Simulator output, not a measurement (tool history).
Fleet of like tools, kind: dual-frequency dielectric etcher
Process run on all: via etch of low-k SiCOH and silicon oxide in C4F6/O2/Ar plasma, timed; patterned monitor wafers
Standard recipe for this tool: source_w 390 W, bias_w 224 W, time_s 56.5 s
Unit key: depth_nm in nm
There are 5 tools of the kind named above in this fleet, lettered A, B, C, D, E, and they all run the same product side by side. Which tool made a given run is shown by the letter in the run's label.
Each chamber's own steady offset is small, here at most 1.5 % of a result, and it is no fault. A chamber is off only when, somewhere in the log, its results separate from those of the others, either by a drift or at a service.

| run | day | source_w | bias_w | time_s | hours since the last wet clean | hours since the last source power generator calibration | hours since the last bias power generator calibration | read-back reference wafer on the same gauge, depth_nm | depth_nm |
|---|---|---|---|---|---|---|---|---|---|
| 1D | 0.658 | 390 | 224 | 56.5 | 270 | 608.7 | 3361.8 | 174.88 | 155.26 |
| 2E | 1.238 | 390 | 224 | 56.5 | 336.2 | 706.2 | 4034.3 | 175.19 | 155.72 |
|  | 1.479 | chamber E: bias power generator calibrated |
| 3A | 1.596 | 390 | 224 | 56.5 | 345.8 | 1543.7 | 1758.5 | 175.05 | 154.89 |
|  | 1.9 | chamber C: wet clean of the chamber |
| 4B | 2.121 | 390 | 224 | 56.5 | 55.1 | 447.7 | 2713.6 | 175.19 | 156.16 |
| 5C | 2.588 | 390 | 224 | 56.5 | 16.6 | 2348.6 | 1301.3 | 174.93 | 159.56 |
| 6B | 3.046 | 390 | 224 | 56.5 | 77.3 | 469.9 | 2735.8 | 175.13 | 156.08 |
| 7A | 3.521 | 390 | 224 | 56.5 | 392 | 1589.9 | 1804.7 | 175.1 | 156.21 |
| 8D | 4.129 | 390 | 224 | 56.5 | 353.3 | 692 | 3445.1 | 175.14 | 157.87 |
| 9C | 4.475 | 390 | 224 | 56.5 | 61.9 | 2393.9 | 1346.6 | 174.98 | 158.26 |
|  | 4.538 | chamber E: wet clean of the chamber |
| 10E | 5.058 | 390 | 224 | 56.5 | 12.6 | 797.9 | 85.9 | 174.93 | 155.11 |
| 11D | 5.546 | 390 | 224 | 56.5 | 387.3 | 726 | 3479.1 | 174.93 | 155.96 |
| 12C | 6.154 | 390 | 224 | 56.5 | 102.2 | 2434.2 | 1386.9 | 174.95 | 158.55 |
| 13A | 6.762 | 350 | 224 | 56.5 | 469.8 | 1667.7 | 1882.5 | 174.9 | 147.99 |
| 14B | 7.375 | 350 | 224 | 56.5 | 181.2 | 573.8 | 2839.7 | 174.89 | 149.27 |
| 15E | 7.729 | 350 | 224 | 56.5 | 76.7 | 862 | 150 | 175.21 | 149.52 |
| 16D | 8.321 | 350 | 224 | 56.5 | 453.9 | 792.6 | 3545.7 | 175.06 | 149.41 |
| 17C | 8.762 | 350 | 224 | 56.5 | 164.8 | 2496.8 | 1449.5 | 175.07 | 151.25 |
| 18E | 9.292 | 390 | 224 | 56.5 | 114.2 | 899.5 | 187.5 | 174.96 | 156.21 |
| 19A | 9.725 | 390 | 224 | 56.5 | 540.9 | 1738.8 | 1953.6 | 174.97 | 152.89 |
| 20B | 10.392 | 390 | 224 | 56.5 | 253.6 | 646.2 | 2912.1 | 174.91 | 157.67 |
| 21E | 11.038 | 440 | 224 | 56.5 | 156.1 | 941.4 | 229.4 | 174.94 | 163.99 |
| 22A | 11.412 | 440 | 224 | 56.5 | 581.4 | 1779.3 | 1994.1 | 174.91 | 160.42 |
| 23C | 12.038 | 440 | 224 | 56.5 | 243.4 | 2575.4 | 1528.1 | 175.01 | 167 |
| 24D | 12.721 | 440 | 224 | 56.5 | 559.5 | 898.2 | 3651.3 | 174.92 | 163.97 |
|  | 12.829 | chamber D: wet clean of the chamber |
| 25B | 13.254 | 440 | 224 | 56.5 | 322.3 | 714.9 | 2980.8 | 174.83 | 164.29 |
| 26E | 13.658 | 390 | 224 | 56.5 | 219 | 1004.3 | 292.3 | 174.99 | 156.05 |
| 27A | 14.004 | 390 | 224 | 56.5 | 643.6 | 1841.5 | 2056.3 | 175.12 | 152.68 |
| 28D | 14.471 | 390 | 257 | 56.5 | 39.4 | 940.2 | 3693.3 | 175.07 | 163.89 |
| 29C | 14.817 | 390 | 257 | 56.5 | 310.1 | 2642.1 | 1594.8 | 175.01 | 165.86 |
| 30B | 15.296 | 390 | 257 | 56.5 | 371.3 | 763.9 | 3029.8 | 175.07 | 164.62 |
| 31C | 15.933 | 390 | 257 | 56.5 | 336.9 | 2668.9 | 1621.6 | 175.03 | 165.67 |
|  | 16.112 | chamber B: wet clean of the chamber |
| 32E | 16.596 | 390 | 257 | 56.5 | 289.5 | 1074.8 | 362.8 | 174.93 | 164.46 |
| 33B | 17.179 | 390 | 224 | 56.5 | 25.7 | 809.1 | 3075 | 174.9 | 156.12 |
|  | 17.2 | chamber A: bias power generator calibrated |
| 34D | 17.612 | 390 | 224 | 56.5 | 114.8 | 1015.6 | 3768.7 | 175.03 | 154.76 |
| 35A | 18.121 | 390 | 224 | 56.5 | 742.4 | 1940.3 | 22.1 | 175.05 | 150.48 |
|  | 18.517 | chamber A: source power generator calibrated |
| 36E | 18.521 | 390 | 224 | 56.5 | 335.7 | 1121 | 409 | 175.07 | 156.53 |
| 37C | 19.133 | 390 | 224 | 56.5 | 413.7 | 2745.7 | 1698.4 | 174.97 | 158.69 |
|  | 19.212 | chamber C: wet clean of the chamber |
| 38D | 19.462 | 390 | 224 | 56.5 | 159.2 | 1060 | 3813.1 | 174.95 | 157.08 |
| 39B | 20 | 390 | 185 | 56.5 | 93.4 | 876.8 | 3142.7 | 174.99 | 147.92 |
| 40A | 20.317 | 390 | 185 | 56.5 | 795.1 | 43.2 | 74.8 | 175.06 | 142.5 |
| 41E | 20.646 | 390 | 185 | 56.5 | 386.7 | 1172 | 460 | 175.03 | 147.87 |
| 42C | 21.008 | 390 | 185 | 56.5 | 43.2 | 2790.7 | 1743.4 | 175.15 | 148.02 |

Decide between three cases: one chamber stands off from its peers, the gauge reading all wafers drifts, or nothing is wrong past each chamber's small offset. Where a chamber is off, say which and what most likely put it there.

Little by little, chamber A moves away from the other chambers.
Cause: etch rate under this chamber's usual, % = 3.39.

Below are 4 candidate recipes for chamber A's next run, each the usual settings with a change, their results shown as question marks. Which of them brings A's results back in line with what the other chambers give on the usual settings?
In line here means within this much of the mean the other chambers give on the usual settings: depth_nm 2.3 nm
| 43A-1 | 21.504 | 390 | 224 | 54 |  |  |  |  | ? |
| 43A-2 | 21.504 | 390 | 220 | 52.5 |  |  |  |  | ? |
| 43A-3 | 21.504 | 400 | 224 | 60.5 |  |  |  |  | ? |
| 43A-4 | 21.504 | 420 | 236 | 56.5 |  |  |  |  | ? |

The mean the other chambers reach with the usual settings: depth_nm 156.99 nm
| run | depth_nm |
|---|---|
| 43A-1 | 143.53 |
| 43A-2 | 138.73 |
| 43A-3 | 162.36 |
| 43A-4 | 157.11 |
With 43A-4, the chamber falls back in line with the rest.

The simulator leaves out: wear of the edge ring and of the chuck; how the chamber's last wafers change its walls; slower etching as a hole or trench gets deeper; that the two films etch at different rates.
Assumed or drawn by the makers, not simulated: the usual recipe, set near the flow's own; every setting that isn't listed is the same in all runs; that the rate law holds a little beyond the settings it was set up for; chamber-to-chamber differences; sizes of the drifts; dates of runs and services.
